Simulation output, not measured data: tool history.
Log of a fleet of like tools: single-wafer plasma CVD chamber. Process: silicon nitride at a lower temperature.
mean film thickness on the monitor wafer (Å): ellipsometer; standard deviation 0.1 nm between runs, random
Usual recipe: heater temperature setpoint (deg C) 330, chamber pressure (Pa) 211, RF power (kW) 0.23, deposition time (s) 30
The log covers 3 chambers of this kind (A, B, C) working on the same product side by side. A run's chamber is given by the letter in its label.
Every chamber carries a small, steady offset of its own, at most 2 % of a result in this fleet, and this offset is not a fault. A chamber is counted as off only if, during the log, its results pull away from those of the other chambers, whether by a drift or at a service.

| run | hour | heater temperature setpoint (deg C) | chamber pressure (Pa) | RF power (kW) | deposition time (s) | read-back reference wafer on the same gauge, thickness_nm | mean film thickness on the monitor wafer (Å) |
|---|---|---|---|---|---|---|---|
| 1B | 5.1 | 330 | 211 | 0.23 | 30 | 31.11 | 296.17 |
| 2A | 9 | 330 | 211 | 0.23 | 30 | 31.065 | 299.13 |
| 3C | 14.4 | 330 | 211 | 0.23 | 30 | 31.096 | 293.85 |
| 4A | 17.5 | 330 | 211 | 0.23 | 30 | 31.084 | 298.87 |
| 5C | 21.5 | 319 | 211 | 0.2 | 30 | 31.088 | 266.37 |
| 6B | 27.3 | 319 | 211 | 0.2 | 30 | 31.097 | 265.94 |
| 7A | 30.9 | 319 | 211 | 0.2 | 30 | 31.074 | 270.73 |
| 8C | 35.5 | 330 | 211 | 0.23 | 30 | 31.09 | 294 |
| 9B | 39.2 | 330 | 211 | 0.23 | 30 | 31.089 | 294.99 |
| 10A | 43.3 | 330 | 161 | 0.27 | 30 | 31.095 | 309.54 |
| 11C | 47.2 | 330 | 161 | 0.27 | 30 | 31.102 | 304.47 |
| 12B | 52 | 330 | 161 | 0.27 | 30 | 31.13 | 304.39 |
|  | 54.6 | chamber A: RF generator calibrated |
| 13A | 54.9 | 330 | 211 | 0.23 | 30 | 31.128 | 298.67 |
| 14C | 60 | 330 | 211 | 0.23 | 30 | 31.088 | 293.37 |
| 15B | 65.4 | 330 | 211 | 0.23 | 30 | 31.107 | 295.74 |
| 16B | 70.9 | 330 | 211 | 0.23 | 30 | 31.083 | 294.95 |
| 17A | 74.5 | 316 | 211 | 0.23 | 30 | 31.099 | 299.15 |
| 18C | 78.1 | 316 | 211 | 0.23 | 30 | 31.124 | 294.24 |
| 19B | 83.1 | 316 | 211 | 0.23 | 30 | 31.093 | 295.83 |
| 20C | 85.7 | 330 | 211 | 0.23 | 30 | 31.076 | 292.6 |
| 21A | 89.8 | 330 | 211 | 0.23 | 30 | 31.086 | 300.24 |
| 22A | 94.1 | 336 | 211 | 0.23 | 25.2 | 31.115 | 251.55 |
| 23B | 97.2 | 336 | 211 | 0.23 | 25.2 | 31.081 | 245.76 |
| 24C | 100.5 | 336 | 211 | 0.23 | 25.2 | 31.075 | 245.4 |
| 25B | 104.2 | 330 | 211 | 0.23 | 27 | 31.106 | 265.65 |
| 26A | 108.1 | 330 | 211 | 0.23 | 27 | 31.127 | 270.47 |
| 27C | 113.5 | 330 | 211 | 0.23 | 27 | 31.113 | 263.13 |
| 28B | 119 | 339 | 211 | 0.25 | 30 | 31.102 | 312.63 |
| 29A | 124.4 | 339 | 211 | 0.25 | 30 | 31.104 | 317.59 |
| 30C | 128.8 | 339 | 211 | 0.25 | 30 | 31.109 | 309.67 |
| 31A | 133.9 | 330 | 211 | 0.23 | 30 | 31.108 | 299.72 |
| 32B | 139.2 | 330 | 211 | 0.23 | 30 | 31.123 | 294.3 |
| 33C | 142.8 | 317 | 211 | 0.23 | 30 | 31.107 | 293.02 |
| 34C | 148.2 | 317 | 211 | 0.23 | 30 | 31.132 | 292.68 |
| 35A | 153.1 | 317 | 211 | 0.23 | 30 | 31.096 | 300.62 |

Decide between three cases: one chamber stands off from its peers, the gauge reading all wafers drifts, or nothing is wrong past each chamber's small offset. Where a chamber is off, say which and what most likely put it there.

The fleet is healthy, with each chamber sitting at its usual small offset and no drift in the gauge.
